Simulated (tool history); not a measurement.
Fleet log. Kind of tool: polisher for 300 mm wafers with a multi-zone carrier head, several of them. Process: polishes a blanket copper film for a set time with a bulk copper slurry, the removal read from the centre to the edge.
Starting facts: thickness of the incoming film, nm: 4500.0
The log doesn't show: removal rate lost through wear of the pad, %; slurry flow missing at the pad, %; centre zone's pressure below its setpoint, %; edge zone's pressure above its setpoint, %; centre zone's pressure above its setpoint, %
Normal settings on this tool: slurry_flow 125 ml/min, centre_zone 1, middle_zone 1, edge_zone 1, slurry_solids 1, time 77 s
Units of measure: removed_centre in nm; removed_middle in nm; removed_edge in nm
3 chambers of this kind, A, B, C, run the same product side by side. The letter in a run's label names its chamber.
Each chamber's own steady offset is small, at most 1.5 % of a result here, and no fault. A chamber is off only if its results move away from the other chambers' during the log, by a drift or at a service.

run,hour,slurry_flow,centre_zone,middle_zone,edge_zone,slurry_solids,time,wafers polished on this pad,hours since the slurry nozzle was cleaned,hours since the centre zone pressure was calibrated,hours since the edge zone pressure was calibrated,removed_centre,removed_middle,removed_edge
1B,6.1,125,1,1,1,1,77,618,132,482.5,256.5,1033.6,1029.9,1021.3
2A,13.9,125,1,1,1,1,77,254,263.1,321.8,95.1,1038.9,1023.5,1028
# hour 20.2: chamber C: slurry nozzle cleaned
3C,20.2,125,1,1,1,1,77,810,0,728.9,277.5,1024.4,1045.3,1047.4
# hour 24.5: chamber C: worn pad replaced by a new one
4A,27,125,1,1,1,1,77,335,276.2,334.9,108.2,1039,1047.9,1028.5
5C,32.6,125,1,1,1,1,77,50,12.4,741.3,289.9,1012.6,1041.1,1051.6
6B,42.1,125,1,1,1,1,77,841,168,518.5,292.5,1018,1034.7,1039
7C,48.1,125,1,1,1,1,77,146,27.9,756.8,305.4,1024.1,1050.8,1043.5
# hour 52.1: chamber B: worn pad replaced by a new one
8B,54,125,1,1,1,1,77,12,179.9,530.4,304.4,1012.6,1032.1,1020
9A,64.3,125,1,1,1,1,77,566,313.5,372.2,145.5,1032.2,1034.4,1014.2
10A,71.3,125,1,1,1,1,77,609,320.5,379.2,152.5,1037.4,1053.6,1031.5
11B,80.1,125,1,1,1,1,77,173,206,556.5,330.5,1028.1,1034.9,1029.1
# hour 84.1: chamber A: worn pad replaced by a new one
12C,85.7,125,1,1,1,1,77,379,65.5,794.4,343,1029,1033,1043.9
13B,91.9,125,1,1,1,1,77,246,217.8,568.3,342.3,1039.7,1046.7,1049.5
14A,97.2,125,1,1,1,1,77,81,346.4,405.1,178.4,1027.4,1044.7,1009.2
15C,106.2,125,1,1,1,1,77,506,86,814.9,363.5,1011.1,1035.5,1047.2
# hour 109.5: chamber B: centre zone pressure recalibrated
16B,112.7,125,1,1,1,1,91,375,238.6,3.2,363.1,1112,1225.8,1230.4
17A,121.3,125,1,1,1,1,91,230,370.5,429.2,202.5,1215.9,1234.4,1214.5
18C,130.4,125,1,1,1,1,91,656,110.2,839.1,387.7,1213.2,1229.7,1249.5
# hour 133.1: chamber A: slurry nozzle cleaned
# hour 135.9: chamber B: slurry nozzle cleaned
19A,139.7,125,1,1,1,1,77,344,6.6,447.6,220.9,1030,1039.6,1025.4
20C,150.7,125,1,1,1,1,77,781,130.5,859.4,408,1028.8,1034,1036.7
21B,158,165,1,1,1,1,77,655,22.1,48.5,408.4,1022.9,1105.3,1071.3
22A,164.3,165,1,1,1,1,77,496,31.2,472.2,245.5,1099.3,1085,1073.2
23B,171,165,1,1,1,1,77,736,35.1,61.5,421.4,990.9,1090.6,1078.9
24C,176.6,125,1,1,1,1,77,942,156.4,885.3,433.9,1028.9,1040.8,1048.2
# hour 179.6: chamber C: worn pad replaced by a new one
25C,182.4,125,1,0.95,1.1,1,77,17,162.2,891.1,439.7,1044.6,979.32,1103.2
26B,188.7,125,1,0.95,1.1,1,77,845,52.8,79.2,439.1,943.41,988.11,1079.8
27A,199.1,125,1,0.95,1.1,1,77,712,66,507,280.3,1016.9,989.12,1072.9
# hour 201.5: chamber A: worn pad replaced by a new one
28C,204.5,125,1,1,1.04,1,77,154,184.3,913.2,461.8,1042.2,1026.8,1065.1
29B,213.9,125,1,1,1.04,1,77,1001,78,104.4,464.3,943.58,1026.5,1052
# hour 217.9: chamber B: worn pad replaced by a new one
30A,220.4,125,1,1,1.04,1,77,117,87.3,528.3,301.6,1023.6,1041.8,1041
# hour 224.9: chamber C: slurry nozzle cleaned
31A,229.1,125,1,1,1,1,77,171,96,537,310.3,1028.2,1023.4,1017.8
32B,238.4,125,1,1,1,1,77,126,102.5,128.9,488.8,925.88,1028.2,1027.1
33C,247.6,125,1,1,1,1,77,421,22.8,956.3,504.9,1038.6,1033,1046.4
34A,258.1,125,1,1,1,1,77,350,125,566,339.3,1025.7,1032.3,1024.6
35B,267.1,125,1,1,1,1,77,304,131.2,157.6,517.5,930.99,1027.2,1031.8
36C,276.2,125,1,1.07,1,1,77,598,51.4,984.9,533.5,1029.9,1095.4,1031.9
37A,282.6,125,1,1.07,1,1,77,502,149.5,590.5,363.8,1024.2,1104,1025.2
# hour 293.4: chamber A: worn pad replaced by a new one
38C,293.9,125,1,1.07,1,1,77,707,69.1,1002.6,551.2,1036.7,1096.9,1044.7
39B,300.2,125,1,1,1,1,77,509,164.3,190.7,550.6,948.8,1039.1,1042
40A,306,125,1,1,1,1,77,78,172.9,613.9,387.2,1030.3,1019.8,1016.1
# hour 311.4: chamber C: worn pad replaced by a new one
41C,316.4,125,1,1,1,1,77,31,91.6,1025.1,573.7,1028.8,1036.6,1048.5
42B,325.1,125,1,1,1,1,77,663,189.2,215.6,575.5,935.11,1042.2,1029.4

Has any chamber moved away from the others, gradually or after a service, or does the common gauge drift, or do the chambers differ only by their own small steady offsets? State the chamber and the most likely cause if one applies.

A service on chamber B put it out of line with the rest.
Most likely cause: centre zone's pressure below its setpoint, % = 7.78.

Which of the 4 candidates below, each the usual settings with something changed and its results left as question marks, puts chamber B back in line with what the other chambers give on the usual settings?
Allowed miss from the other chambers' usual-settings mean, per result, to count as in line: removed_centre 32 nm; removed_middle 30 nm; removed_edge 26 nm
43B-1,333.1,120,0.94,1.02,1.02,1,76,,,,,?,?,?
43B-2,333.1,125,1.02,0.99,0.99,1,77,,,,,?,?,?
43B-3,333.1,125,0.98,1.01,1.01,1,77,,,,,?,?,?
43B-4,333.1,130,1.06,0.98,0.98,1,78,,,,,?,?,?

What the other chambers average on the usual settings: removed_centre 1029 nm; removed_middle 1035.1 nm; removed_edge 1032.9 nm
run,removed_centre,removed_middle,removed_edge
43B-1,854.05,1029.5,1019.8
43B-2,958.6,1024.5,1024.6
43B-3,916.71,1043.5,1035
43B-4,1023.8,1037.3,1039
Change 43B-4 lands the chamber within the allowed miss of the other chambers.
